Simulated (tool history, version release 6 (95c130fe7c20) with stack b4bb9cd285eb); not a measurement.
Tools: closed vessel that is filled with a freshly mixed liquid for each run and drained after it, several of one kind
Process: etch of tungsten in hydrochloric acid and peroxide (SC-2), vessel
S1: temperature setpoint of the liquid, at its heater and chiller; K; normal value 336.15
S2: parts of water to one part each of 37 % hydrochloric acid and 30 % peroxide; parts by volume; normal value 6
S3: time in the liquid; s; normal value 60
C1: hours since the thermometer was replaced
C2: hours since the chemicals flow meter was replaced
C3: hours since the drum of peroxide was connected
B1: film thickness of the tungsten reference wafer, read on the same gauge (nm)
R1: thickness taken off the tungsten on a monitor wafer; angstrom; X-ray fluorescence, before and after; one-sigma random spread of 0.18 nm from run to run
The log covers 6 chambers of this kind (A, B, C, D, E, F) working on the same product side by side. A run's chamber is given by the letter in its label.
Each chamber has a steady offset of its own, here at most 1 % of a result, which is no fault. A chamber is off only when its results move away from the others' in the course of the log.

run,hour,S1,S2,S3,C1,C2,C3,B1,R1
1A,11.1,336.15,6,60,227,194.4,349.7,79.994,409.69
2E,20.7,336.15,6,60,624,419.3,35.9,79.986,411.22
3B,32.6,336.15,6,60,474.6,263.6,440.7,80.002,406.48
4F,44.9,336.15,6,60,73,2144.7,501.1,79.989,409.68
5D,55.5,336.15,6,60,849,1413.8,433.4,80.005,412.25
6C,65.7,336.15,6,60,733.6,1107.6,269.3,79.995,405.43
7E,74.1,336.15,6,60,677.4,472.7,89.3,80.003,407.32
# hour 74.9: chamber F: chemicals flow meter replaced
8B,84.2,336.15,6,60,526.2,315.2,492.3,80.017,409.66
9C,94.1,336.15,6,60,762,1136,297.7,79.999,409
10D,106.9,336.15,6,60,900.4,1465.2,484.8,80.004,410.75
11A,114.7,336.15,6,60,330.6,298,453.3,80,408.81
12F,127,339.15,6,80,155.1,52.2,583.2,79.993,656.83
13C,133.6,339.15,6,80,801.5,1175.5,337.2,79.993,650.98
14E,140.1,339.15,6,80,743.4,538.7,155.3,80,652.01
# hour 141.7: chamber C: chemicals flow meter replaced
15B,152.3,339.15,6,80,594.3,383.3,560.4,80.017,654.77
16A,162.2,339.15,6,80,378.1,345.5,500.8,79.99,655.86
17D,171,339.15,6,80,964.5,1529.3,548.9,79.998,661.12
18F,179.3,336.15,6,60,207.4,104.5,635.5,79.988,410.43
19F,190.5,336.15,6,60,218.6,115.7,646.7,80.018,405.98
20D,201.9,336.15,6,60,995.4,1560.2,579.8,80.004,410.31
21E,214.6,336.15,6,60,817.9,613.2,229.8,80.024,409.53
22C,220.3,336.15,6,60,888.2,78.7,423.9,80.008,408.84
23B,228.8,336.15,6,60,670.8,459.8,636.9,79.984,409.03
# hour 238.9: chamber A: new drum of peroxide connected
24A,239.8,336.15,6,60,455.7,423.1,0.9,79.982,405.96
25B,246.2,336.15,6,60,688.2,477.2,654.3,79.997,405.11
26C,252,336.15,6,60,919.9,110.4,455.6,80.018,406.03
27F,264.8,336.15,6,60,292.9,190,721,79.995,406.12
28D,275.2,336.15,6,70,1068.7,1633.5,653.1,79.99,481.24
# hour 275.9: chamber B: chemicals flow meter replaced
29E,286,336.15,6,70,889.3,684.6,301.2,80.015,478.5
30A,296.4,336.15,6,70,512.3,479.7,57.5,79.994,476.82
# hour 304.1: chamber E: new drum of peroxide connected
31D,306.5,336.15,6,70,1100,1664.8,684.4,80.004,481.3
32F,312.5,336.15,6,70,340.6,237.7,768.7,80.011,479.29
# hour 318.8: chamber C: thermometer replaced
33E,321,336.15,6,70,924.3,719.6,16.9,80.003,474.82
34B,330.4,336.15,6,60,772.4,54.6,738.5,79.99,407.35
35A,339.6,336.15,6,60,555.5,522.9,100.7,79.988,404.45
36C,346.6,339.15,4.5,60,27.9,205,550.2,80.012,599.82
37C,358.6,339.15,4.5,60,39.9,217,562.2,80.008,600.03
38A,364.4,339.15,4.5,60,580.3,547.7,125.5,80.004,600.57
39E,375.3,339.15,4.5,60,978.6,773.9,71.2,80.016,605.44
40B,383.9,339.15,4.5,60,825.9,108.1,792,79.99,600.41
41D,395.3,339.15,4.5,60,1188.8,1753.6,773.2,79.994,610.55
42F,403.1,336.15,6,60,431.2,328.3,859.3,80.014,409.73
43A,415.3,336.15,6,60,631.2,598.6,176.4,80.004,408.53

Is one chamber out of step, is the gauge drifting, or do the chambers differ by no more than their own small offsets? For an off chamber, give its letter and the likeliest cause.

The fleet is healthy, with each chamber sitting at its usual small offset and no drift in the gauge.

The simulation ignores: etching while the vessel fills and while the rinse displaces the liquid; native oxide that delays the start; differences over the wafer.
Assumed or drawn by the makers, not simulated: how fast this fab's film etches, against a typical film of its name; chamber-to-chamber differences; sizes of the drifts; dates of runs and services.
